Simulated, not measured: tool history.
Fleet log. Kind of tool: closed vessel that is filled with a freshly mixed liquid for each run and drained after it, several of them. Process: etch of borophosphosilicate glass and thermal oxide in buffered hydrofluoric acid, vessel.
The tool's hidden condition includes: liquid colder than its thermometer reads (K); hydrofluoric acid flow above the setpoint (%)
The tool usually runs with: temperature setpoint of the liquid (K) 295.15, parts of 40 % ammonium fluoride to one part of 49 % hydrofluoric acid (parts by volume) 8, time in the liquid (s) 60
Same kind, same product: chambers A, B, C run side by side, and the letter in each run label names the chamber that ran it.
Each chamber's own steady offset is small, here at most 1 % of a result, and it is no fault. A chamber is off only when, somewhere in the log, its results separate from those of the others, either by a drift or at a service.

run     day  temperature setpoint of the liquid (K)  parts of 40 % ammonium fluoride to one part of 49 % hydrofluoric acid (parts by volume)  time in the liquid (s)  hours since the thermometer was replaced  hours since the hydrofluoric acid flow meter was replaced  read-back film thickness of the borophosphosilicate glass reference wafer, read on the same gauge (nm)  read-back film thickness of the thermal oxide reference wafer, read on the same gauge (nm)  thickness taken off the borophosphosilicate glass on a monitor wafer (angstrom)  thickness taken off the thermal oxide on a monitor wafer (angstrom)
 1B     0.7                                  295.15                                                                                        8                      60                                      80.8                                                      505.4                                                                                                  60.019                                                                                      59.994                                                                           1603.2                                                               771.38
      0.838  -- chamber C: hydrofluoric acid flow meter replaced
 2A   1.054                                  295.15                                                                                        8                      60                                       464                                                      217.4                                                                                                  59.985                                                                                      60.004                                                                           1603.2                                                               771.97
 3C   1.738                                  295.15                                                                                        8                      60                                     722.2                                                       21.7                                                                                                   60.02                                                                                      60.006                                                                           1619.1                                                               763.47
 4C   2.346                                  295.15                                                                                        8                      60                                     736.8                                                       36.3                                                                                                  60.006                                                                                      60.001                                                                           1631.4                                                               752.26
 5B   2.658                                  295.15                                                                                        8                      60                                     127.8                                                      552.4                                                                                                  59.999                                                                                      60.005                                                                           1612.2                                                               762.73
 6A   3.092                                  295.15                                                                                        8                      90                                     512.9                                                      266.3                                                                                                  59.975                                                                                      60.001                                                                           2424.7                                                               1149.6
 7C   3.442                                  295.15                                                                                        8                      90                                     763.1                                                       62.6                                                                                                      60                                                                                      60.007                                                                           2442.2                                                               1161.8
 8B   3.917                                  295.15                                                                                        8                      90                                       158                                                      582.6                                                                                                  60.001                                                                                      60.001                                                                           2422.3                                                               1156.8
 9A   4.221                                  295.15                                                                                        8                      60                                       540                                                      293.4                                                                                                  59.999                                                                                      60.018                                                                           1618.8                                                               769.14
10B   4.825                                  295.15                                                                                        8                      60                                     179.8                                                      604.4                                                                                                  60.009                                                                                       59.98                                                                           1607.4                                                               766.18
11C   5.479                                  295.15                                                                                        8                      60                                       812                                                      111.5                                                                                                  59.995                                                                                      59.995                                                                           1614.3                                                               767.05
12A   5.833                                  295.15                                                                                        8                      60                                     578.7                                                      332.1                                                                                                  60.004                                                                                      59.988                                                                           1601.1                                                               777.54
13A   6.196                                  295.15                                                                                        8                      60                                     587.4                                                      340.8                                                                                                  59.949                                                                                       60.01                                                                           1616.5                                                               775.21
      6.683  -- chamber C: thermometer replaced
14B     6.8                                  295.15                                                                                        8                      60                                     227.2                                                      651.8                                                                                                      60                                                                                      59.995                                                                           1611.4                                                               761.09
15C   7.221                                  295.15                                                                                        8                      60                                        13                                                      153.3                                                                                                  59.966                                                                                      60.007                                                                           1608.8                                                               764.21
16A   7.838                                  295.15                                                                                        8                      60                                     626.8                                                      380.2                                                                                                  59.997                                                                                      59.993                                                                           1607.8                                                               776.69
17B   8.196                                  295.15                                                                                        8                      60                                     260.7                                                      685.3                                                                                                  59.984                                                                                      59.989                                                                           1614.1                                                               778.63
18C   8.604                                  295.15                                                                                        8                      60                                      46.2                                                      186.5                                                                                                  59.988                                                                                      59.997                                                                           1632.8                                                               758.02
      8.629  -- chamber A: hydrofluoric acid flow meter replaced
19C   8.962                                  295.15                                                                                        8                      60                                      54.8                                                      195.1                                                                                                  59.992                                                                                          60                                                                           1628.7                                                               767.69
20A   9.604                                  295.15                                                                                        8                      60                                     669.2                                                       23.5                                                                                                  59.995                                                                                      60.012                                                                           1597.9                                                               760.88
21B  10.242                                  295.15                                                                                        8                      60                                     309.8                                                      734.4                                                                                                  59.943                                                                                      59.981                                                                           1609.4                                                               770.88
22A  10.583                                  295.15                                                                                        8                      60                                     692.7                                                         47                                                                                                  60.045                                                                                      59.998                                                                           1618.7                                                               751.43
23B  11.204                                  295.15                                                                                        8                      60                                     332.9                                                      757.5                                                                                                   60.03                                                                                      60.014                                                                           1615.4                                                               767.65
24C  11.825                                  295.15                                                                                        8                      60                                     123.5                                                      263.8                                                                                                  59.997                                                                                      60.003                                                                             1634                                                               768.13
25C  12.138                                  293.15                                                                                        8                      60                                       131                                                      271.3                                                                                                  60.029                                                                                      60.005                                                                           1463.4                                                                681.8
26B  12.796                                  293.15                                                                                        8                      60                                     371.1                                                      795.7                                                                                                  60.013                                                                                      59.998                                                                             1438                                                               689.86
27A  13.229                                  293.15                                                                                        8                      60                                     756.2                                                      110.5                                                                                                  60.003                                                                                      60.014                                                                           1443.8                                                               688.41
28B  13.692                                  295.15                                                                                       10                      90                                     392.6                                                      817.2                                                                                                  59.966                                                                                      59.999                                                                           1995.9                                                               951.93
29A  14.262                                  295.15                                                                                       10                      90                                       781                                                      135.3                                                                                                   59.98                                                                                      59.995                                                                           1982.8                                                                956.9

Has any chamber moved away from the others, gradually or after a service, or does the common gauge drift, or do the chambers differ only by their own small steady offsets? State the chamber and the most likely cause if one applies.

No chamber stands off beyond its own small offset, and the gauge holds steady.
